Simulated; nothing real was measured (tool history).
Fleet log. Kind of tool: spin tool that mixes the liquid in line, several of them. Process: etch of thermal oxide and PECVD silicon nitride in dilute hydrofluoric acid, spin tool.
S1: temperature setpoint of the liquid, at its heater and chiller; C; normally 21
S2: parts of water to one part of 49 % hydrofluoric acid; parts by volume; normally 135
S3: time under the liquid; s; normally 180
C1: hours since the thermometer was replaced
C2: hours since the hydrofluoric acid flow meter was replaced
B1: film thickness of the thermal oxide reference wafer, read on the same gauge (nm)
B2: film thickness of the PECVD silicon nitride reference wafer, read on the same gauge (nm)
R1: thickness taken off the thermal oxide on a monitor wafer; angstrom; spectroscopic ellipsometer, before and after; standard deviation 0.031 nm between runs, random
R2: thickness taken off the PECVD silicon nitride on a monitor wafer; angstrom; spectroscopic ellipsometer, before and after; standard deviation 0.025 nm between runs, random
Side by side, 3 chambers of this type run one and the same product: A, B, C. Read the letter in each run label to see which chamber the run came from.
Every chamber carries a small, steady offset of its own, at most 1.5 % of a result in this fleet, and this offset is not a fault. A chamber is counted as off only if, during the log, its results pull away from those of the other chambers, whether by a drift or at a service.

run	hour	S1	S2	S3	C1	C2	B1	B2	R1	R2
1B	7.3	21	135	180	584.6	620.4	110.02	120	53.68	28.721
2C	14.9	21	135	180	988.4	745.5	109.99	119.99	53.734	29.073
3A	21.1	21	135	180	1418	714.8	110.03	119.97	53.515	27.96
4A	25.7	21	135	180	1422.6	719.4	109.99	120	54.306	28.494
5C	33.8	21	135	180	1007.3	764.4	110.01	119.98	53.359	28.538
6B	39.8	21	135	180	617.1	652.9	110	120.02	53.628	29.165
7B	45.9	21	135	180	623.2	659	109.98	120	53.602	29.255
8C	49.9	21	135	180	1023.4	780.5	109.99	120.01	53.818	28.867
9A	54.7	21	135	180	1451.6	748.4	109.99	120.01	53.928	28.066
10C	62.2	21	185	135	1035.7	792.8	110	120.01	28.105	15.947
11A	68.5	21	185	135	1465.4	762.2	110	119.99	28.072	15.731
12B	72.6	21	185	135	649.9	685.7	109.98	120.01	27.669	15.827
13A	79.5	21	135	180	1476.4	773.2	110.01	120.02	54.452	28.174
14B	87	21	135	180	664.3	700.1	110	120.01	53.335	29.08
15C	93.5	23.5	135	180	1067	824.1	110.03	120.03	59.8	33.292
16A	101.4	23.5	135	180	1498.3	795.1	110.04	120	59.65	33.404
17C	110.1	23.5	135	180	1083.6	840.7	110.02	119.98	59.105	34.1
18B	115.1	21	135	180	692.4	728.2	110.02	119.99	53.401	29.231
19B	120.6	21	135	180	697.9	733.7	110.01	120	53.155	28.932
20C	124.9	21	135	180	1098.4	855.5	110	120	53.59	28.798
21A	133.3	21	135	180	1530.2	827	110	119.98	54.311	28.525
22A	138.8	17.5	135	270	1535.7	832.5	109.98	120	70.218	33.597
23C	145.4	17.5	135	270	1118.9	876	109.99	119.99	70.292	34.176
# hour 148.5: chamber B: thermometer replaced
24B	151	17.5	135	270	2.5	764.1	110.04	119.98	70.101	34.285
25A	157.1	21	135	180	1554	850.8	109.97	119.99	54.287	28.51
26C	163	18.5	135	180	1136.5	893.6	109.97	120	48.838	24.252
27B	167.5	18.5	135	180	19	780.6	110.01	119.97	48.246	24.662
28C	171.5	18.5	135	180	1145	902.1	110	119.99	48.829	24.527
29B	176.4	21	135	180	27.9	789.5	110.01	120.01	53.803	29.189
30A	181.9	21	135	180	1578.8	875.6	110	119.98	54.342	28.433

One chamber off, gauge drift, or nothing amiss beyond the chambers' own small offsets? If it is a chamber, which one, and what is the likeliest cause?

Beyond each chamber's small constant offset nothing stands out, and the gauge stays steady.

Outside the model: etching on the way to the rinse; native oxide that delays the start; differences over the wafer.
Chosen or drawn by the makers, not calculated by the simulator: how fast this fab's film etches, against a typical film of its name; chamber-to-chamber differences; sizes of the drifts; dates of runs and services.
